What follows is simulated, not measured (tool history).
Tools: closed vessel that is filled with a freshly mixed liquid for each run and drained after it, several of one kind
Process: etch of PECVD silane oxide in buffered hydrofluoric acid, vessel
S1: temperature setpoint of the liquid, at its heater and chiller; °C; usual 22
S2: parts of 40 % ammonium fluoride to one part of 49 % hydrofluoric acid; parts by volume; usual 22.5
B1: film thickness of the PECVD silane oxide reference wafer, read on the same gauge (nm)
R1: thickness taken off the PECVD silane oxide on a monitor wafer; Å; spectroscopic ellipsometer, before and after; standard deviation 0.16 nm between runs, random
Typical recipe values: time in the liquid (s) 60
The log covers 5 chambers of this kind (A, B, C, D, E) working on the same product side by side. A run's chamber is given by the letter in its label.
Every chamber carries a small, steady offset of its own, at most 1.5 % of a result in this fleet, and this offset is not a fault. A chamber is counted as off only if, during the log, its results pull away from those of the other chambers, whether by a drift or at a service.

Run 1E, hour 2.9: usual settings; B1 120.02. Result: R1 508.58 Å.
Run 2D, hour 6.6: usual settings; B1 119.98. Result: R1 505.55 Å.
Run 3B, hour 9.7: usual settings; B1 120. Result: R1 499.17 Å.
Run 4C, hour 12.4: usual settings; B1 119.99. Result: R1 510.14 Å.
Run 5A, hour 15.9: usual settings; B1 120. Result: R1 504.96 Å.
Run 6D, hour 20.1: usual settings; B1 120.02. Result: R1 503.07 Å.
At hour 23.4: chamber D: hydrofluoric acid flow meter replaced.
Run 7E, hour 23.5: usual settings; B1 120. Result: R1 508.53 Å.
Run 8B, hour 26.1: usual settings; B1 120. Result: R1 502.44 Å.
Run 9A, hour 28.5: usual settings; B1 120.01. Result: R1 502.69 Å.
Run 10C, hour 32: usual settings; B1 120.01. Result: R1 510.19 Å.
Run 11C, hour 34.8: usual settings but time in the liquid (s) 40; B1 120.02. Result: R1 339.73 Å.
Run 12A, hour 39.1: usual settings but time in the liquid (s) 40; B1 119.99. Result: R1 338.24 Å.
Run 13B, hour 41.8: usual settings but time in the liquid (s) 40; B1 119.98. Result: R1 331.72 Å.
Run 14E, hour 44.3: usual settings but time in the liquid (s) 40; B1 119.99. Result: R1 338.62 Å.
Run 15D, hour 48.5: usual settings but time in the liquid (s) 40; B1 120.02. Result: R1 335.74 Å.
Run 16C, hour 51.1: usual settings; B1 120.04. Result: R1 510.12 Å.
Run 17A, hour 54.1: usual settings; B1 120.01. Result: R1 504.85 Å.
Run 18B, hour 58.3: usual settings; B1 120.03. Result: R1 497.65 Å.
Run 19E, hour 61.9: usual settings; B1 119.99. Result: R1 504.08 Å.
Run 20D, hour 65: usual settings but S2 16.5 parts by volume, time in the liquid (s) 75; B1 120. Result: R1 827.39 Å.
Run 21C, hour 69.6: usual settings but S2 16.5 parts by volume, time in the liquid (s) 75; B1 120. Result: R1 837.18 Å.
Run 22A, hour 72.3: usual settings but S2 16.5 parts by volume, time in the liquid (s) 75; B1 119.99. Result: R1 834.98 Å.
Run 23E, hour 76.1: usual settings but S2 16.5 parts by volume, time in the liquid (s) 75; B1 120.03. Result: R1 826.99 Å.
Run 24B, hour 78.3: usual settings but S2 16.5 parts by volume, time in the liquid (s) 75; B1 120.02. Result: R1 820.83 Å.
Run 25D, hour 80.4: usual settings; B1 120.01. Result: R1 506.66 Å.
Run 26B, hour 83.3: usual settings but S2 26.5 parts by volume, time in the liquid (s) 80; B1 120.01. Result: R1 589.95 Å.
Run 27A, hour 87.7: usual settings but S2 26.5 parts by volume, time in the liquid (s) 80; B1 120. Result: R1 601.42 Å.
Run 28C, hour 90.6: usual settings but S2 26.5 parts by volume, time in the liquid (s) 80; B1 120.01. Result: R1 604.38 Å.
Run 29D, hour 93.6: usual settings but S2 26.5 parts by volume, time in the liquid (s) 80; B1 119.99. Result: R1 603.48 Å.
Run 30E, hour 98: usual settings but S2 26.5 parts by volume, time in the liquid (s) 80; B1 119.98. Result: R1 604.73 Å.
Run 31B, hour 101.8: usual settings but time in the liquid (s) 75; B1 119.98. Result: R1 625.29 Å.

All 5 chambers run these settings next. Forecast each chamber's results:
Run 32A, hour 105.1: usual settings. Result: R1 ?.
Run 32B, hour 105.1: usual settings. Result: R1 ?.
Run 32C, hour 105.1: usual settings. Result: R1 ?.
Run 32D, hour 105.1: usual settings. Result: R1 ?.
Run 32E, hour 105.1: usual settings. Result: R1 ?.

run      R1
32A  503.02
32B  498.82
32C  505.34
32D  503.18
32E  504.17
